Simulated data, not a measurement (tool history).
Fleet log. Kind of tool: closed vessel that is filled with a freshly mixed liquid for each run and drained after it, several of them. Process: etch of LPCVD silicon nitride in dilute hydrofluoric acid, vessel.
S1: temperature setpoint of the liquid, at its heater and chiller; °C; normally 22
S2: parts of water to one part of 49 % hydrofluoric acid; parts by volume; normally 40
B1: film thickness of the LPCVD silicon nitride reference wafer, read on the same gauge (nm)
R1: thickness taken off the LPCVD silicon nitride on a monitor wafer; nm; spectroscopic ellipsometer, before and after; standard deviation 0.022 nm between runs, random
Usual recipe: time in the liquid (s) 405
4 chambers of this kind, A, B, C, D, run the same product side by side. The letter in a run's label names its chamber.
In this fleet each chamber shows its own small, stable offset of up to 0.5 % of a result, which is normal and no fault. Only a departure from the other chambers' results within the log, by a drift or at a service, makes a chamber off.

run 1C hour=4.7 | S1=22 S2=40 time_in_the_liquid_(s)=405 | B1=80.002 | R1=4.8437
run 2D hour=13.4 | S1=22 S2=40 time_in_the_liquid_(s)=405 | B1=80.002 | R1=4.8066
run 3A hour=18.2 | S1=22 S2=40 time_in_the_liquid_(s)=405 | B1=79.987 | R1=4.8218
run 4B hour=26.6 | S1=22 S2=40 time_in_the_liquid_(s)=405 | B1=79.995 | R1=4.8077
run 5B hour=35.3 | S1=22 S2=40 time_in_the_liquid_(s)=405 | B1=79.954 | R1=4.8203
run 6D hour=42.3 | S1=22 S2=40 time_in_the_liquid_(s)=405 | B1=80.004 | R1=4.8347
run 7C hour=48.5 | S1=22 S2=40 time_in_the_liquid_(s)=405 | B1=79.967 | R1=4.8577
run 8A hour=54.9 | S1=22 S2=40 time_in_the_liquid_(s)=330 | B1=80.062 | R1=3.8743
-- hour=61.1 chamber D: hydrofluoric acid flow meter replaced
run 9A hour=62.8 | S1=22 S2=40 time_in_the_liquid_(s)=330 | B1=80.014 | R1=3.8776
run 10C hour=70.0 | S1=22 S2=40 time_in_the_liquid_(s)=330 | B1=79.996 | R1=3.9617
run 11D hour=77.6 | S1=22 S2=40 time_in_the_liquid_(s)=330 | B1=80.036 | R1=3.9317
run 12B hour=83.1 | S1=22 S2=40 time_in_the_liquid_(s)=405 | B1=80.024 | R1=4.8083
run 13C hour=89.1 | S1=22 S2=40 time_in_the_liquid_(s)=285 | B1=80.025 | R1=3.4212
run 14A hour=94.3 | S1=22 S2=40 time_in_the_liquid_(s)=285 | B1=79.966 | R1=3.3144
run 15D hour=100.1 | S1=22 S2=40 time_in_the_liquid_(s)=285 | B1=79.976 | R1=3.3730
run 16B hour=105.4 | S1=22 S2=40 time_in_the_liquid_(s)=285 | B1=80.018 | R1=3.3998
run 17C hour=111.4 | S1=22 S2=40 time_in_the_liquid_(s)=405 | B1=80.004 | R1=4.9212
run 18B hour=117.7 | S1=22 S2=40 time_in_the_liquid_(s)=405 | B1=80.009 | R1=4.8582
run 19A hour=123.5 | S1=22 S2=40 time_in_the_liquid_(s)=405 | B1=79.973 | R1=4.6806
run 20D hour=131.4 | S1=22 S2=40 time_in_the_liquid_(s)=405 | B1=80.031 | R1=4.8087
run 21D hour=137.0 | S1=22 S2=40 time_in_the_liquid_(s)=405 | B1=79.972 | R1=4.8339
run 22B hour=146.9 | S1=22 S2=40 time_in_the_liquid_(s)=405 | B1=79.982 | R1=4.8064
run 23C hour=153.8 | S1=22 S2=40 time_in_the_liquid_(s)=405 | B1=80.005 | R1=4.8461
run 24A hour=163.2 | S1=22 S2=40 time_in_the_liquid_(s)=405 | B1=80.016 | R1=4.5950
run 25C hour=168.5 | S1=22 S2=40 time_in_the_liquid_(s)=405 | B1=80.028 | R1=4.8758

Which is it: a chamber that has drifted or been left off by a service, a gauge drift common to all chambers, or only each chamber's usual small offset? If a chamber is off, name it and its likeliest cause.

It is chamber A that slowly wanders off from its peers.
Likeliest cause: liquid colder than its thermometer reads (K) = 0.798.
From this log alone, it may not be told apart from: hydrofluoric acid flow below the setpoint (%).

Below are 4 candidate recipes for chamber A's next run, each the usual settings with a change, their results shown as question marks. Which of them brings A's results back in line with what the other chambers give on the usual settings?
In line means no further than this from the other chambers' mean on the usual settings: R1 0.0780 nm
run 26A-1 hour=176.0 | S1=22 S2=40 time_in_the_liquid_(s)=415 | R1=?
run 26A-2 hour=176.0 | S1=22 S2=40 time_in_the_liquid_(s)=430 | R1=?
run 26A-3 hour=176.0 | S1=22 S2=40 time_in_the_liquid_(s)=385 | R1=?
run 26A-4 hour=176.0 | S1=22 S2=40 time_in_the_liquid_(s)=395 | R1=?

The other chambers' mean on the usual settings: R1 4.8352 nm
run=26A-1 R1=4.6932
run=26A-2 R1=4.8628
run=26A-3 R1=4.3539
run=26A-4 R1=4.4670
Change 26A-2 lands the chamber within the allowed miss of the other chambers.
